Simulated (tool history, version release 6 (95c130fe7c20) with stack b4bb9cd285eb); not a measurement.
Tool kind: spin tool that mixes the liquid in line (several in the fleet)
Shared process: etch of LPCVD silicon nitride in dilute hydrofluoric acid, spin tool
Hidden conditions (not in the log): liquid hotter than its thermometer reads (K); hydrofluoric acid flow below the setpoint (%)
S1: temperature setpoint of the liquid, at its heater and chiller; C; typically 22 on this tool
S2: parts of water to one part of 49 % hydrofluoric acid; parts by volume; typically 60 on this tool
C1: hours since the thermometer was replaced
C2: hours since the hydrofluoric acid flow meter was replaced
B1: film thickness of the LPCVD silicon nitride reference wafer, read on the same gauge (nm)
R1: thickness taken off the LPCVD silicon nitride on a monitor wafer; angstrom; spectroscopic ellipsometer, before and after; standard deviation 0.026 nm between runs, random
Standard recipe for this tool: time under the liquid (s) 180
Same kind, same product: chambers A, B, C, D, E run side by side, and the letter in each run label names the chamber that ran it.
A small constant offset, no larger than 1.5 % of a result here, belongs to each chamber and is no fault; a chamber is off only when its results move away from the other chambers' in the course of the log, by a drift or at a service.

{"run": "1B", "hour": 9.5, "S1": 22, "S2": 60, "time under the liquid (s)": 180, "C1": 360.4, "C2": 481.9, "B1": 79.999, "R1": 14.807}
{"run": "2E", "hour": 18.2, "S1": 22, "S2": 60, "time under the liquid (s)": 180, "C1": 343.7, "C2": 970.0, "B1": 80.007, "R1": 15.793}
{"run": "3A", "hour": 26.3, "S1": 22, "S2": 60, "time under the liquid (s)": 180, "C1": 460.5, "C2": 354.2, "B1": 80.009, "R1": 15.161}
{"run": "4D", "hour": 31.0, "S1": 22, "S2": 60, "time under the liquid (s)": 180, "C1": 2231.7, "C2": 832.6, "B1": 79.997, "R1": 15.012}
{"run": "5C", "hour": 36.0, "S1": 22, "S2": 60, "time under the liquid (s)": 180, "C1": 1425.1, "C2": 737.1, "B1": 79.991, "R1": 14.799}
{"run": "6B", "hour": 44.3, "S1": 22, "S2": 60, "time under the liquid (s)": 180, "C1": 395.2, "C2": 516.7, "B1": 80.003, "R1": 14.778}
{"run": "7C", "hour": 51.2, "S1": 22, "S2": 60, "time under the liquid (s)": 180, "C1": 1440.3, "C2": 752.3, "B1": 79.99, "R1": 14.56}
{"run": "8D", "hour": 55.7, "S1": 22, "S2": 60, "time under the liquid (s)": 180, "C1": 2256.4, "C2": 857.3, "B1": 79.998, "R1": 15.136}
{"run": "9A", "hour": 60.3, "S1": 22, "S2": 60, "time under the liquid (s)": 180, "C1": 494.5, "C2": 388.2, "B1": 79.994, "R1": 15.332}
{"run": "10E", "hour": 67.8, "S1": 22, "S2": 60, "time under the liquid (s)": 180, "C1": 393.3, "C2": 1019.6, "B1": 80.017, "R1": 14.8}
{"run": "11E", "hour": 77.7, "S1": 22, "S2": 60, "time under the liquid (s)": 180, "C1": 403.2, "C2": 1029.5, "B1": 79.982, "R1": 14.979}
{"run": "12A", "hour": 87.2, "S1": 22, "S2": 60, "time under the liquid (s)": 180, "C1": 521.4, "C2": 415.1, "B1": 80.006, "R1": 14.897}
{"run": "13B", "hour": 94.5, "S1": 22, "S2": 60, "time under the liquid (s)": 180, "C1": 445.4, "C2": 566.9, "B1": 80.009, "R1": 15.05}
{"run": "14C", "hour": 100.6, "S1": 22, "S2": 60, "time under the liquid (s)": 180, "C1": 1489.7, "C2": 801.7, "B1": 80.008, "R1": 15.348}
{"run": "15D", "hour": 109.6, "S1": 22, "S2": 60, "time under the liquid (s)": 180, "C1": 2310.3, "C2": 911.2, "B1": 79.997, "R1": 15.113}
{"run": "16D", "hour": 115.4, "S1": 22, "S2": 60, "time under the liquid (s)": 180, "C1": 2316.1, "C2": 917.0, "B1": 80.012, "R1": 15.229}
{"run": "17B", "hour": 122.4, "S1": 22, "S2": 60, "time under the liquid (s)": 180, "C1": 473.3, "C2": 594.8, "B1": 80.004, "R1": 15.127}
{"run": "18A", "hour": 129.0, "S1": 22, "S2": 60, "time under the liquid (s)": 180, "C1": 563.2, "C2": 456.9, "B1": 80.015, "R1": 14.973}
{"run": "19C", "hour": 138.0, "S1": 22, "S2": 60, "time under the liquid (s)": 180, "C1": 1527.1, "C2": 839.1, "B1": 79.998, "R1": 15.845}
{"run": "20E", "hour": 147.5, "S1": 22, "S2": 60, "time under the liquid (s)": 180, "C1": 473.0, "C2": 1099.3, "B1": 79.997, "R1": 15.058}
{"run": "21D", "hour": 152.0, "S1": 22, "S2": 75, "time under the liquid (s)": 180, "C1": 2352.7, "C2": 953.6, "B1": 80.01, "R1": 12.09}
{"run": "22E", "hour": 156.8, "S1": 22, "S2": 75, "time under the liquid (s)": 180, "C1": 482.3, "C2": 1108.6, "B1": 80.005, "R1": 12.077}
{"run": "23C", "hour": 165.8, "S1": 22, "S2": 75, "time under the liquid (s)": 180, "C1": 1554.9, "C2": 866.9, "B1": 80.012, "R1": 12.972}
{"run": "24A", "hour": 175.8, "S1": 22, "S2": 75, "time under the liquid (s)": 180, "C1": 610.0, "C2": 503.7, "B1": 80.016, "R1": 11.993}
{"run": "25B", "hour": 181.6, "S1": 22, "S2": 75, "time under the liquid (s)": 180, "C1": 532.5, "C2": 654.0, "B1": 80.005, "R1": 11.745}
{"run": "26E", "hour": 187.5, "S1": 22, "S2": 60, "time under the liquid (s)": 180, "C1": 513.0, "C2": 1139.3, "B1": 80.015, "R1": 15.326}
{"run": "27A", "hour": 192.3, "S1": 22, "S2": 60, "time under the liquid (s)": 215, "C1": 626.5, "C2": 520.2, "B1": 80.0, "R1": 17.877}
{"run": "28B", "hour": 199.9, "S1": 22, "S2": 60, "time under the liquid (s)": 215, "C1": 550.8, "C2": 672.3, "B1": 80.004, "R1": 17.424}
{"run": "29C", "hour": 204.7, "S1": 22, "S2": 60, "time under the liquid (s)": 215, "C1": 1593.8, "C2": 905.8, "B1": 80.006, "R1": 19.154}
{"run": "30D", "hour": 213.6, "S1": 22, "S2": 60, "time under the liquid (s)": 215, "C1": 2414.3, "C2": 1015.2, "B1": 80.0, "R1": 17.698}
{"run": "31D", "hour": 219.4, "S1": 22, "S2": 60, "time under the liquid (s)": 215, "C1": 2420.1, "C2": 1021.0, "B1": 80.01, "R1": 17.462}
{"run": "32E", "hour": 224.1, "S1": 22, "S2": 60, "time under the liquid (s)": 180, "C1": 549.6, "C2": 1175.9, "B1": 80.004, "R1": 15.374}
{"run": "33B", "hour": 229.2, "S1": 22, "S2": 60, "time under the liquid (s)": 180, "C1": 580.1, "C2": 701.6, "B1": 80.0, "R1": 14.929}
{"run": "34A", "hour": 235.4, "S1": 22, "S2": 90, "time under the liquid (s)": 280, "C1": 669.6, "C2": 563.3, "B1": 79.998, "R1": 15.769}
{"run": "35C", "hour": 242.2, "S1": 22, "S2": 90, "time under the liquid (s)": 280, "C1": 1631.3, "C2": 943.3, "B1": 80.014, "R1": 16.965}
{"run": "36C", "hour": 246.7, "S1": 22, "S2": 90, "time under the liquid (s)": 280, "C1": 1635.8, "C2": 947.8, "B1": 80.01, "R1": 17.359}
{"run": "37A", "hour": 252.1, "S1": 22, "S2": 90, "time under the liquid (s)": 280, "C1": 686.3, "C2": 580.0, "B1": 80.001, "R1": 15.536}
{"run": "38E", "hour": 259.9, "S1": 22, "S2": 90, "time under the liquid (s)": 280, "C1": 585.4, "C2": 1211.7, "B1": 79.976, "R1": 16.487}
{"run": "39D", "hour": 267.1, "S1": 22, "S2": 60, "time under the liquid (s)": 180, "C1": 2467.8, "C2": 1068.7, "B1": 80.006, "R1": 14.782}
{"run": "40B", "hour": 275.9, "S1": 22, "S2": 60, "time under the liquid (s)": 180, "C1": 626.8, "C2": 748.3, "B1": 80.011, "R1": 14.927}

Decide between three cases: one chamber stands off from its peers, the gauge reading all wafers drifts, or nothing is wrong past each chamber's small offset. Where a chamber is off, say which and what most likely put it there.

Chamber C drifts away from the others.
What lies behind it: liquid hotter than its thermometer reads (K) = 2.1.

Below are 4 candidate recipes for chamber C's next run, each the usual settings with a change, their results shown as question marks. Which of them brings C's results back in line with what the other chambers give on the usual settings?
In-line tolerance around the mean of the other chambers on the usual settings: R1 0.890 angstrom
{"run": "41C-1", "hour": 283.1, "S1": 22.0, "S2": 60, "time under the liquid (s)": 175, "R1": "?"}
{"run": "41C-2", "hour": 283.1, "S1": 22.5, "S2": 60, "time under the liquid (s)": 200, "R1": "?"}
{"run": "41C-3", "hour": 283.1, "S1": 21.5, "S2": 60, "time under the liquid (s)": 160, "R1": "?"}
{"run": "41C-4", "hour": 283.1, "S1": 22.5, "S2": 60, "time under the liquid (s)": 180, "R1": "?"}

What the other chambers average on the usual settings: R1 14.968 angstrom
run=41C-1 R1=16.960
run=41C-2 R1=20.029
run=41C-3 R1=15.005
run=41C-4 R1=18.026
41C-3 is the one that brings the chamber's results back in line with the other chambers.

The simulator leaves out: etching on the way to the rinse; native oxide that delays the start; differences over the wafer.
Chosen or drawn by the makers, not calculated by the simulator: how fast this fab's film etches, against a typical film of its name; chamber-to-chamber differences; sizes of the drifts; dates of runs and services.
